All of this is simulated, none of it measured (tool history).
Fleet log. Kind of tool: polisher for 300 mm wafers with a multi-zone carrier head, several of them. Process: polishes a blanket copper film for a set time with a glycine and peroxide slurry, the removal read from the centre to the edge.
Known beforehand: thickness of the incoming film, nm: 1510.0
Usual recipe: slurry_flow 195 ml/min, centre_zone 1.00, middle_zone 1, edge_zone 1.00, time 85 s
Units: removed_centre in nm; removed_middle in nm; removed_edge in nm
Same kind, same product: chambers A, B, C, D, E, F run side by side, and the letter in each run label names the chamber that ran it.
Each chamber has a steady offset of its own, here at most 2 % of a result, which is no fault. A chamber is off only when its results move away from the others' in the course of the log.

At day 0.046: chamber F: slurry nozzle cleaned.
At day 0.304: chamber F: worn pad replaced by a new one.
Run 1C, day 0.446: usual settings. Result: removed_centre 505.26 nm, removed_middle 504.42 nm, removed_edge 507.41 nm.
At day 0.604: chamber C: slurry nozzle cleaned.
At day 0.733: chamber C: worn pad replaced by a new one.
Run 2F, day 0.767: usual settings. Result: removed_centre 520.13 nm, removed_middle 498.36 nm, removed_edge 505.46 nm.
At day 0.875: chamber A: worn pad replaced by a new one.
At day 0.971: chamber D: worn pad replaced by a new one.
At day 1.000: chamber F: centre zone pressure recalibrated.
At day 1.246: chamber B: worn pad replaced by a new one.
Run 3E, day 1.283: usual settings. Result: removed_centre 500.52 nm, removed_middle 512.58 nm, removed_edge 514.89 nm.
At day 1.658: chamber B: edge zone pressure recalibrated.
Run 4D, day 1.854: usual settings. Result: removed_centre 506.44 nm, removed_middle 499.52 nm, removed_edge 502.48 nm.
Run 5B, day 2.400: usual settings but time 57 s. Result: removed_centre 341.07 nm, removed_middle 339.56 nm, removed_edge 340.59 nm.
At day 2.754: chamber E: worn pad replaced by a new one.
Run 6A, day 2.842: usual settings but time 57 s. Result: removed_centre 330.34 nm, removed_middle 332.34 nm, removed_edge 333.02 nm.
At day 3.083: chamber F: worn pad replaced by a new one.
Run 7C, day 3.104: usual settings but time 57 s. Result: removed_centre 336.16 nm, removed_middle 344.09 nm, removed_edge 334.49 nm.
Run 8A, day 3.392: usual settings but time 57 s. Result: removed_centre 330.76 nm, removed_middle 334.01 nm, removed_edge 335.47 nm.
At day 3.550: chamber C: worn pad replaced by a new one.
Run 9F, day 3.658: usual settings but time 57 s. Result: removed_centre 341.21 nm, removed_middle 345.30 nm, removed_edge 336.73 nm.
At day 3.829: chamber E: centre zone pressure recalibrated.
Run 10D, day 3.962: usual settings but time 57 s. Result: removed_centre 345.50 nm, removed_middle 335.36 nm, removed_edge 339.03 nm.
Run 11B, day 4.288: usual settings. Result: removed_centre 504.74 nm, removed_middle 517.40 nm, removed_edge 506.74 nm.
At day 4.412: chamber A: worn pad replaced by a new one.
At day 4.492: chamber A: slurry nozzle cleaned.
Run 12E, day 4.596: usual settings. Result: removed_centre 497.58 nm, removed_middle 512.91 nm, removed_edge 510.80 nm.
At day 4.783: chamber D: worn pad replaced by a new one.
At day 4.800: chamber B: worn pad replaced by a new one.
At day 4.975: chamber B: centre zone pressure recalibrated.
Run 13C, day 5.117: usual settings. Result: removed_centre 515.34 nm, removed_middle 506.29 nm, removed_edge 497.02 nm.
Run 14B, day 5.679: usual settings but centre_zone 1.07, edge_zone 1.08. Result: removed_centre 532.42 nm, removed_middle 512.25 nm, removed_edge 522.98 nm.
At day 5.921: chamber E: worn pad replaced by a new one.
At day 5.925: chamber F: worn pad replaced by a new one.
Run 15E, day 6.096: usual settings but centre_zone 1.07, edge_zone 1.08. Result: removed_centre 539.52 nm, removed_middle 510.14 nm, removed_edge 535.66 nm.
Run 16A, day 6.633: usual settings but centre_zone 1.07, edge_zone 1.08. Result: removed_centre 547.07 nm, removed_middle 504.56 nm, removed_edge 522.38 nm.
At day 6.729: chamber C: worn pad replaced by a new one.
Run 17D, day 7.179: usual settings but centre_zone 1.07, edge_zone 1.08. Result: removed_centre 543.61 nm, removed_middle 505.16 nm, removed_edge 521.11 nm.
Run 18F, day 7.504: usual settings but centre_zone 1.07, edge_zone 1.08. Result: removed_centre 555.77 nm, removed_middle 508.92 nm, removed_edge 533.99 nm.
At day 7.650: chamber E: slurry nozzle cleaned.
Run 19D, day 7.750: usual settings but centre_zone 1.07, edge_zone 1.08. Result: removed_centre 543.83 nm, removed_middle 506.88 nm, removed_edge 519.48 nm.
At day 7.904: chamber A: worn pad replaced by a new one.
Run 20A, day 8.292: usual settings. Result: removed_centre 512.78 nm, removed_middle 499.76 nm, removed_edge 498.59 nm.
At day 8.304: chamber D: worn pad replaced by a new one.
At day 8.371: chamber B: worn pad replaced by a new one.
Run 21E, day 8.683: usual settings. Result: removed_centre 498.66 nm, removed_middle 510.17 nm, removed_edge 511.92 nm.
At day 8.975: chamber F: worn pad replaced by a new one.
Run 22F, day 9.050: usual settings. Result: removed_centre 491.27 nm, removed_middle 503.10 nm, removed_edge 510.22 nm.
At day 9.288: chamber E: worn pad replaced by a new one.
At day 9.358: chamber C: worn pad replaced by a new one.
At day 9.383: chamber C: centre zone pressure recalibrated.
Run 23B, day 9.388: usual settings. Result: removed_centre 506.60 nm, removed_middle 512.66 nm, removed_edge 503.48 nm.
At day 9.442: chamber D: edge zone pressure recalibrated.
Run 24C, day 9.742: usual settings. Result: removed_centre 507.42 nm, removed_middle 511.79 nm, removed_edge 493.58 nm.
Run 25E, day 10.304: usual settings. Result: removed_centre 507.96 nm, removed_middle 516.60 nm, removed_edge 506.17 nm.
Run 26C, day 10.638: usual settings. Result: removed_centre 499.86 nm, removed_middle 507.56 nm, removed_edge 503.15 nm.
Run 27A, day 11.171: usual settings. Result: removed_centre 501.87 nm, removed_middle 499.69 nm, removed_edge 502.79 nm.
At day 11.612: chamber A: worn pad replaced by a new one.
At day 11.638: chamber F: worn pad replaced by a new one.
Run 28D, day 11.712: usual settings. Result: removed_centre 504.16 nm, removed_middle 511.92 nm, removed_edge 500.17 nm.
At day 11.725: chamber D: worn pad replaced by a new one.
At day 11.996: chamber A: centre zone pressure recalibrated.
At day 12.196: chamber C: worn pad replaced by a new one.
Run 29F, day 12.242: usual settings. Result: removed_centre 502.59 nm, removed_middle 507.45 nm, removed_edge 501.60 nm.
At day 12.512: chamber B: worn pad replaced by a new one.
At day 12.529: chamber F: slurry nozzle cleaned.
At day 12.654: chamber E: worn pad replaced by a new one.
Run 30B, day 12.725: usual settings. Result: removed_centre 507.69 nm, removed_middle 507.61 nm, removed_edge 508.55 nm.
Run 31C, day 13.238: usual settings. Result: removed_centre 514.01 nm, removed_middle 511.21 nm, removed_edge 501.80 nm.
Run 32B, day 13.608: usual settings. Result: removed_centre 511.62 nm, removed_middle 509.38 nm, removed_edge 508.22 nm.
Run 33D, day 14.083: usual settings but slurry_flow 145 ml/min, time 65 s. Result: removed_centre 367.53 nm, removed_middle 366.61 nm, removed_edge 367.98 nm.
At day 14.392: chamber F: worn pad replaced by a new one.
Run 34E, day 14.483: usual settings but slurry_flow 145 ml/min, time 65 s. Result: removed_centre 369.34 nm, removed_middle 371.25 nm, removed_edge 374.74 nm.
Run 35F, day 14.783: usual settings but slurry_flow 145 ml/min, time 65 s. Result: removed_centre 365.95 nm, removed_middle 365.32 nm, removed_edge 366.32 nm.
At day 14.854: chamber A: worn pad replaced by a new one.
Run 36A, day 15.292: usual settings but slurry_flow 145 ml/min, time 65 s. Result: removed_centre 359.86 nm, removed_middle 365.51 nm, removed_edge 371.23 nm.

Predict what each chamber gives when all 6 of them run the settings below next.
Run 37A, day 15.700: usual settings. Result: removed_centre ?, removed_middle ?, removed_edge ?.
Run 37B, day 15.700: usual settings. Result: removed_centre ?, removed_middle ?, removed_edge ?.
Run 37C, day 15.700: usual settings. Result: removed_centre ?, removed_middle ?, removed_edge ?.
Run 37D, day 15.700: usual settings. Result: removed_centre ?, removed_middle ?, removed_edge ?.
Run 37E, day 15.700: usual settings. Result: removed_centre ?, removed_middle ?, removed_edge ?.
Run 37F, day 15.700: usual settings. Result: removed_centre ?, removed_middle ?, removed_edge ?.

run  removed_centre  removed_middle  removed_edge
37A          517.57          506.88        502.68
37B          501.38          506.61        511.28
37C          512.11          505.96        503.53
37D          503.58          506.64        499.79
37E          495.30          511.12        520.10
37F          499.81          514.73        503.51
